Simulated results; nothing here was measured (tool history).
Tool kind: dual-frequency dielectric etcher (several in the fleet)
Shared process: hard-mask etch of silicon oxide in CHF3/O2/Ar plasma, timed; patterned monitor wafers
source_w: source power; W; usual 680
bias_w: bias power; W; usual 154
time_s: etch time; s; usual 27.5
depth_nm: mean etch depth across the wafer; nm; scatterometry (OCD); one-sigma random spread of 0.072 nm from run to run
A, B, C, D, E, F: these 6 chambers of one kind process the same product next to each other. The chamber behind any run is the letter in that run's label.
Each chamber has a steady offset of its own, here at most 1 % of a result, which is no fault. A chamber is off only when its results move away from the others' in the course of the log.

run	hour	source_w	bias_w	time_s	hours since the last wet clean	hours since the last source power generator calibration	hours since the last bias power generator calibration	read-back reference wafer on the same gauge, depth_nm	depth_nm
1A	5.7	680	154	27.5	126	1755.2	362.6	50.206	54.061
2D	10.4	680	154	27.5	276	3275.4	2558.9	50.216	53.743
3C	16.6	680	154	27.5	553.3	513.1	23	50.217	54.302
# hour 18.1: chamber C: wet clean of the chamber
4B	22	680	154	27.5	203.4	33.8	2123.3	50.236	54.09
5E	27.6	680	154	27.5	237.2	2282.2	1872.6	50.242	54.384
6F	31.8	680	154	27.5	251.9	210.2	1051.6	50.245	54.682
7A	36.7	680	154	27.5	157	1786.2	393.6	50.254	54.214
8F	41.5	680	154	27.5	261.6	219.9	1061.3	50.231	54.774
9C	47.5	680	154	27.5	29.4	544	53.9	50.251	54.257
10B	53.6	680	154	27.5	235	65.4	2154.9	50.275	53.972
# hour 55.9: chamber B: bias power generator calibrated
11E	58.2	680	154	27.5	267.8	2312.8	1903.2	50.291	54.521
12D	62.9	680	154	27.5	328.5	3327.9	2611.4	50.277	53.865
13F	70.8	680	154	27.5	290.9	249.2	1090.6	50.286	54.718
14D	77.6	680	154	27.5	343.2	3342.6	2626.1	50.318	53.809
15B	85.2	680	154	27.5	266.6	97	29.4	50.303	54.073
16A	89.9	680	154	27.5	210.2	1839.4	446.8	50.3	54.29
17C	96.1	680	154	27.5	78	592.6	102.5	50.331	54.372
18E	101.4	680	154	27.5	311	2356	1946.4	50.334	54.628
19E	107.6	680	154	27.5	317.2	2362.2	1952.6	50.335	54.557
20C	113.5	680	154	27.5	95.4	610	119.9	50.346	54.361
21D	120.2	680	154	27.5	385.8	3385.2	2668.7	50.341	53.863
22B	124.2	680	154	27.5	305.6	136	68.4	50.357	53.951
23A	130	680	154	27.5	250.3	1879.5	486.9	50.366	54.439
24F	134.8	680	154	27.5	354.9	313.2	1154.6	50.381	54.672
25F	142.2	680	154	27.5	362.3	320.6	1162	50.38	54.834
# hour 145.6: chamber D: bias power generator calibrated
26E	146.5	680	154	27.5	356.1	2401.1	1991.5	50.37	54.703
27A	152.7	680	154	27.5	273	1902.2	509.6	50.387	54.565
28D	157.5	680	154	27.5	423.1	3422.5	11.9	50.397	53.893
# hour 158.2: chamber D: wet clean of the chamber
29C	163.7	680	154	27.5	145.6	660.2	170.1	50.394	54.293
# hour 168.5: chamber B: wet clean of the chamber
30B	168.8	680	154	27.5	0.4	180.6	113	50.42	54.255
31B	173.2	680	154	27.5	4.8	185	117.4	50.423	54.417
32D	177.8	680	154	27.5	19.6	3442.8	32.2	50.425	54.103
33C	181.9	680	154	27.5	163.8	678.4	188.3	50.411	54.631
34A	189.2	680	154	27.5	309.5	1938.7	546.1	50.427	54.429
35E	196.2	680	154	27.5	405.8	2450.8	2041.2	50.446	54.456
36F	200.6	680	154	27.5	420.7	379	1220.4	50.447	55.011
37B	204.7	530	154	27.5	36.3	216.5	148.9	50.442	49.295
38C	211.3	530	154	27.5	193.2	707.8	217.7	50.438	49.638
39A	215.8	530	154	27.5	336.1	1965.3	572.7	50.464	49.47

Is one chamber off against the others, does the gauge drift, or is nothing wrong? If a chamber is off, say which, and what the likeliest cause is.

Gauge drift. The chambers move together only on paper, and none stands off.
Likeliest cause: gauge reads high (%) = 0.548.
